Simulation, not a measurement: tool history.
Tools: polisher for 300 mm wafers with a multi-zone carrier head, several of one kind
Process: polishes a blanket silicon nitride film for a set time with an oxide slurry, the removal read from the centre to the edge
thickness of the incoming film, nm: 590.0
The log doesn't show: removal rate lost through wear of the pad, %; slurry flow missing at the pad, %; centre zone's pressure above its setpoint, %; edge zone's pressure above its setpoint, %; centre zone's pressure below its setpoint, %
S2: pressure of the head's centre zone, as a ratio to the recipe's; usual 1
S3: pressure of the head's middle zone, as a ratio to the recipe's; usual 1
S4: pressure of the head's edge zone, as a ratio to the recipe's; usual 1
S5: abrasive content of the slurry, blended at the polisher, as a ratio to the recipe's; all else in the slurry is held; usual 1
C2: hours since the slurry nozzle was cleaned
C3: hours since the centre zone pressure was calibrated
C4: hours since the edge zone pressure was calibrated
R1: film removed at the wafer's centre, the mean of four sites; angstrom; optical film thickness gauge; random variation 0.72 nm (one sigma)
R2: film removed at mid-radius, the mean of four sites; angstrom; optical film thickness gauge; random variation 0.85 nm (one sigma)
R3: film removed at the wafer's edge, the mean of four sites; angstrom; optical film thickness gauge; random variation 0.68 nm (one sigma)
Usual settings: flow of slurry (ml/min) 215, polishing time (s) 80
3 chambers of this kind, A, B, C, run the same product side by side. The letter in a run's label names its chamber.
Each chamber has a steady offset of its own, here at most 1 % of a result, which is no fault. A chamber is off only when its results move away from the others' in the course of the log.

Run 1C, hour 9.5: usual settings; wafers polished on this pad 311; C2 157.9; C3 586.9; C4 409. Result: R1 707.57 angstrom, R2 692.52 angstrom, R3 707.92 angstrom.
At hour 16.9: chamber A: worn pad replaced by a new one.
Run 2B, hour 23.1: usual settings; wafers polished on this pad 1134; C2 153.1; C3 1237.8; C4 481.3. Result: R1 716.08 angstrom, R2 685.2 angstrom, R3 701.41 angstrom.
At hour 26.9: chamber B: worn pad replaced by a new one.
Run 3A, hour 30: usual settings; wafers polished on this pad 153; C2 134.7; C3 964; C4 964.7. Result: R1 706.07 angstrom, R2 695.1 angstrom, R3 711.76 angstrom.
Run 4B, hour 37: usual settings; wafers polished on this pad 118; C2 167; C3 1251.7; C4 495.2. Result: R1 695.87 angstrom, R2 692.04 angstrom, R3 703.24 angstrom.
Run 5A, hour 47.7: usual settings; wafers polished on this pad 361; C2 152.4; C3 981.7; C4 982.4. Result: R1 695.87 angstrom, R2 684.15 angstrom, R3 702.04 angstrom.
Run 6C, hour 54.2: usual settings but S3 1.06; wafers polished on this pad 834; C2 202.6; C3 631.6; C4 453.7. Result: R1 698.49 angstrom, R2 746 angstrom, R3 698.4 angstrom.
At hour 57.7: chamber B: slurry nozzle cleaned.
Run 7B, hour 65.6: usual settings but S3 1.06; wafers polished on this pad 452; C2 8; C3 1280.3; C4 523.8. Result: R1 702.3 angstrom, R2 755.97 angstrom, R3 695.2 angstrom.
Run 8A, hour 73.5: usual settings but S3 1.06; wafers polished on this pad 662; C2 178.2; C3 1007.5; C4 1008.2. Result: R1 702.25 angstrom, R2 721.77 angstrom, R3 711.52 angstrom.
At hour 77.5: chamber C: worn pad replaced by a new one.
Run 9C, hour 80.2: usual settings; wafers polished on this pad 32; C2 228.6; C3 657.6; C4 479.7. Result: R1 704.97 angstrom, R2 698.52 angstrom, R3 708.91 angstrom.
At hour 83.7: chamber A: worn pad replaced by a new one.
Run 10A, hour 89.2: usual settings but S4 1.07, S5 0.8; wafers polished on this pad 64; C2 193.9; C3 1023.2; C4 1023.9. Result: R1 634.43 angstrom, R2 623.14 angstrom, R3 649.74 angstrom.
Run 11C, hour 96.8: usual settings but S4 1.07, S5 0.8; wafers polished on this pad 226; C2 245.2; C3 674.2; C4 496.3. Result: R1 633.24 angstrom, R2 622.18 angstrom, R3 650.72 angstrom.
Run 12B, hour 108.4: usual settings but S4 1.07, S5 0.8; wafers polished on this pad 953; C2 50.8; C3 1323.1; C4 566.6. Result: R1 638.01 angstrom, R2 635.3 angstrom, R3 647.15 angstrom.
At hour 112.8: chamber B: worn pad replaced by a new one.
Run 13A, hour 115.6: usual settings; wafers polished on this pad 373; C2 220.3; C3 1049.6; C4 1050.3. Result: R1 713.34 angstrom, R2 704.74 angstrom, R3 708.13 angstrom.
Run 14C, hour 123.7: usual settings; wafers polished on this pad 541; C2 272.1; C3 701.1; C4 523.2. Result: R1 723.54 angstrom, R2 698.21 angstrom, R3 704.59 angstrom.
Run 15B, hour 133.7: usual settings; wafers polished on this pad 245; C2 76.1; C3 1348.4; C4 591.9. Result: R1 704.48 angstrom, R2 697.56 angstrom, R3 693.65 angstrom.
Run 16C, hour 140.6: usual settings; wafers polished on this pad 739; C2 289; C3 718; C4 540.1. Result: R1 710.28 angstrom, R2 707.34 angstrom, R3 700.17 angstrom.
At hour 142.2: chamber A: worn pad replaced by a new one.
At hour 148.8: chamber A: slurry nozzle cleaned.
At hour 151.4: chamber A: edge zone pressure recalibrated.
Run 17A, hour 152.5: usual settings; wafers polished on this pad 121; C2 3.7; C3 1086.5; C4 1.1. Result: R1 713.01 angstrom, R2 713.31 angstrom, R3 706.93 angstrom.
At hour 155.4: chamber A: centre zone pressure recalibrated.
Run 18B, hour 162: usual settings; wafers polished on this pad 576; C2 104.4; C3 1376.7; C4 620.2. Result: R1 714.92 angstrom, R2 695.33 angstrom, R3 701.72 angstrom.
At hour 163.9: chamber C: slurry nozzle cleaned.
Run 19A, hour 173.9: usual settings; wafers polished on this pad 371; C2 25.1; C3 18.5; C4 22.5. Result: R1 720.61 angstrom, R2 695.49 angstrom, R3 698.57 angstrom.
Run 20C, hour 185.6: usual settings; wafers polished on this pad 1265; C2 21.8; C3 763; C4 585.1. Result: R1 714.03 angstrom, R2 707.93 angstrom, R3 697.57 angstrom.
Run 21B, hour 191.8: usual settings; wafers polished on this pad 925; C2 134.2; C3 1406.5; C4 650. Result: R1 713.64 angstrom, R2 693.94 angstrom, R3 706.53 angstrom.
At hour 192: chamber C: worn pad replaced by a new one.
Run 22A, hour 200.3: usual settings; wafers polished on this pad 680; C2 51.5; C3 44.9; C4 48.9. Result: R1 705.58 angstrom, R2 694.85 angstrom, R3 688.49 angstrom.
At hour 209.2: chamber A: worn pad replaced by a new one.
At hour 209.7: chamber B: centre zone pressure recalibrated.
Run 23B, hour 210.2: usual settings; wafers polished on this pad 1140; C2 152.6; C3 0.5; C4 668.4. Result: R1 641.56 angstrom, R2 685.89 angstrom, R3 686.62 angstrom.
At hour 213.1: chamber B: worn pad replaced by a new one.
Run 24C, hour 216.7: usual settings; wafers polished on this pad 289; C2 52.9; C3 794.1; C4 616.2. Result: R1 700.49 angstrom, R2 687.69 angstrom, R3 702.26 angstrom.
Run 25C, hour 223.6: usual settings; wafers polished on this pad 369; C2 59.8; C3 801; C4 623.1. Result: R1 708.73 angstrom, R2 696.95 angstrom, R3 701.28 angstrom.
Run 26B, hour 233.7: usual settings; wafers polished on this pad 241; C2 176.1; C3 24; C4 691.9. Result: R1 654.27 angstrom, R2 691.89 angstrom, R3 694.92 angstrom.
Run 27A, hour 240.8: usual settings; wafers polished on this pad 370; C2 92; C3 85.4; C4 89.4. Result: R1 705.75 angstrom, R2 708.77 angstrom, R3 703.94 angstrom.
Run 28C, hour 254.4: usual settings; wafers polished on this pad 730; C2 90.6; C3 831.8; C4 653.9. Result: R1 705.43 angstrom, R2 709.96 angstrom, R3 691.77 angstrom.
Run 29A, hour 263.7: usual settings; wafers polished on this pad 638; C2 114.9; C3 108.3; C4 112.3. Result: R1 713.01 angstrom, R2 694.95 angstrom, R3 706.68 angstrom.
At hour 269.5: chamber A: worn pad replaced by a new one.
Run 30B, hour 270: usual settings; wafers polished on this pad 665; C2 212.4; C3 60.3; C4 728.2. Result: R1 642.13 angstrom, R2 706.02 angstrom, R3 708.85 angstrom.
Run 31A, hour 281.4: usual settings; wafers polished on this pad 139; C2 132.6; C3 126; C4 130. Result: R1 716.18 angstrom, R2 694.69 angstrom, R3 702.9 angstrom.
Run 32C, hour 293.4: usual settings; wafers polished on this pad 1186; C2 129.6; C3 870.8; C4 692.9. Result: R1 708.8 angstrom, R2 707.85 angstrom, R3 703.43 angstrom.
At hour 295.6: chamber B: worn pad replaced by a new one.
Run 33B, hour 300.2: usual settings but flow of slurry (ml/min) 145; wafers polished on this pad 54; C2 242.6; C3 90.5; C4 758.4. Result: R1 590.64 angstrom, R2 660.24 angstrom, R3 663.13 angstrom.
At hour 308.1: chamber C: worn pad replaced by a new one.
Run 34A, hour 308.9: usual settings but flow of slurry (ml/min) 145; wafers polished on this pad 461; C2 160.1; C3 153.5; C4 157.5. Result: R1 657.23 angstrom, R2 650.05 angstrom, R3 674.51 angstrom.
Run 35C, hour 322.7: usual settings but flow of slurry (ml/min) 145; wafers polished on this pad 171; C2 158.9; C3 900.1; C4 722.2. Result: R1 665.89 angstrom, R2 661.18 angstrom, R3 672.26 angstrom.

Next, every chamber runs the same settings. What will each give?
Run 36A, hour 332.8: usual settings but S2 1.11. Result: R1 ?, R2 ?, R3 ?.
Run 36B, hour 332.8: usual settings but S2 1.11. Result: R1 ?, R2 ?, R3 ?.
Run 36C, hour 332.8: usual settings but S2 1.11. Result: R1 ?, R2 ?, R3 ?.

run      R1      R2      R3
36A  790.77  704.73  699.28
36B  740.04   709.9  691.05
36C  791.03  701.69  717.15
